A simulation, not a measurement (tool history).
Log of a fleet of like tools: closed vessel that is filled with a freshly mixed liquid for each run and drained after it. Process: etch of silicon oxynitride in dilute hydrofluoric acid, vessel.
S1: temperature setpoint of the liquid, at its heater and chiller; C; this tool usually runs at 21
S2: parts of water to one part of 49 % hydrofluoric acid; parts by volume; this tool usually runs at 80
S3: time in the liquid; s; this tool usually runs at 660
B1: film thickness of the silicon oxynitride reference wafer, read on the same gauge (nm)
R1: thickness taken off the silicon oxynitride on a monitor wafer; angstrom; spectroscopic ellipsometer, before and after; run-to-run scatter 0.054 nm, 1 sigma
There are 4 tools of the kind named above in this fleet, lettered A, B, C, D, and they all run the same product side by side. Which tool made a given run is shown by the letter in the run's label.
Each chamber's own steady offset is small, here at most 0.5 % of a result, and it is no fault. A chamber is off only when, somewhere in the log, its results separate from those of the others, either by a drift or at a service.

run 1C day=0.125 | S1=21 S2=80 S3=660 | B1=100 | R1=166.63
run 2A day=0.296 | S1=21 S2=80 S3=660 | B1=100 | R1=167.25
run 3D day=0.429 | S1=21 S2=80 S3=660 | B1=99.999 | R1=167.36
run 4B day=0.542 | S1=21 S2=80 S3=660 | B1=100.02 | R1=167.3
run 5A day=0.679 | S1=21 S2=80 S3=660 | B1=100.01 | R1=168.02
run 6D day=0.842 | S1=21 S2=80 S3=660 | B1=99.986 | R1=167.41
run 7B day=1.046 | S1=21 S2=80 S3=660 | B1=99.958 | R1=166.56
run 8C day=1.204 | S1=21 S2=80 S3=660 | B1=100.02 | R1=166.78
run 9D day=1.304 | S1=21 S2=80 S3=660 | B1=100.01 | R1=166.93
run 10B day=1.504 | S1=21 S2=80 S3=660 | B1=99.944 | R1=167.52
run 11C day=1.688 | S1=21 S2=80 S3=660 | B1=99.98 | R1=168.13
run 12A day=1.842 | S1=21 S2=80 S3=660 | B1=99.959 | R1=168.26
run 13D day=2.046 | S1=21 S2=80 S3=660 | B1=99.993 | R1=168.11
run 14C day=2.192 | S1=21 S2=80 S3=660 | B1=99.997 | R1=166.98
run 15B day=2.392 | S1=21 S2=80 S3=660 | B1=99.994 | R1=166.31
run 16A day=2.525 | S1=21 S2=80 S3=660 | B1=99.998 | R1=170.76
run 17D day=2.729 | S1=21 S2=80 S3=660 | B1=99.994 | R1=167.92
run 18A day=2.929 | S1=21 S2=80 S3=660 | B1=100.01 | R1=170.86
run 19C day=3.083 | S1=21 S2=80 S3=660 | B1=100.04 | R1=166.82
run 20B day=3.258 | S1=21 S2=80 S3=660 | B1=100.01 | R1=166.94
run 21D day=3.383 | S1=21 S2=80 S3=660 | B1=99.997 | R1=166.62
run 22C day=3.6 | S1=18 S2=80 S3=660 | B1=100 | R1=143.17
run 23A day=3.746 | S1=18 S2=80 S3=660 | B1=100.01 | R1=148.53
run 24B day=3.933 | S1=18 S2=80 S3=660 | B1=99.991 | R1=143.15
run 25A day=4.058 | S1=18 S2=80 S3=660 | B1=99.954 | R1=148.35

Decide between three cases: one chamber stands off from its peers, the gauge reading all wafers drifts, or nothing is wrong past each chamber's small offset. Where a chamber is off, say which and what most likely put it there.

One chamber, A, drifts off from the rest bit by bit.
Most likely cause: hydrofluoric acid flow above the setpoint (%) = 2.65.
Not necessarily distinguishable in this log from: liquid hotter than its thermometer reads (K).

Which of the 4 candidates below, each the usual settings with something changed and its results left as question marks, puts chamber A back in line with what the other chambers give on the usual settings?
A result is in line if it is within this distance of the other chambers' mean on the usual settings: R1 1.9 angstrom
run 26A-1 day=4.217 | S1=21 S2=80 S3=665 | R1=?
run 26A-2 day=4.217 | S1=21 S2=80 S3=655 | R1=?
run 26A-3 day=4.217 | S1=21 S2=80 S3=680 | R1=?
run 26A-4 day=4.217 | S1=21 S2=80 S3=640 | R1=?

On the usual settings, the other chambers give on average: R1 167.01 angstrom
run=26A-1 R1=173.97
run=26A-2 R1=171.35
run=26A-3 R1=177.89
run=26A-4 R1=167.43
26A-4 is the one that brings the chamber's results back in line with the other chambers.
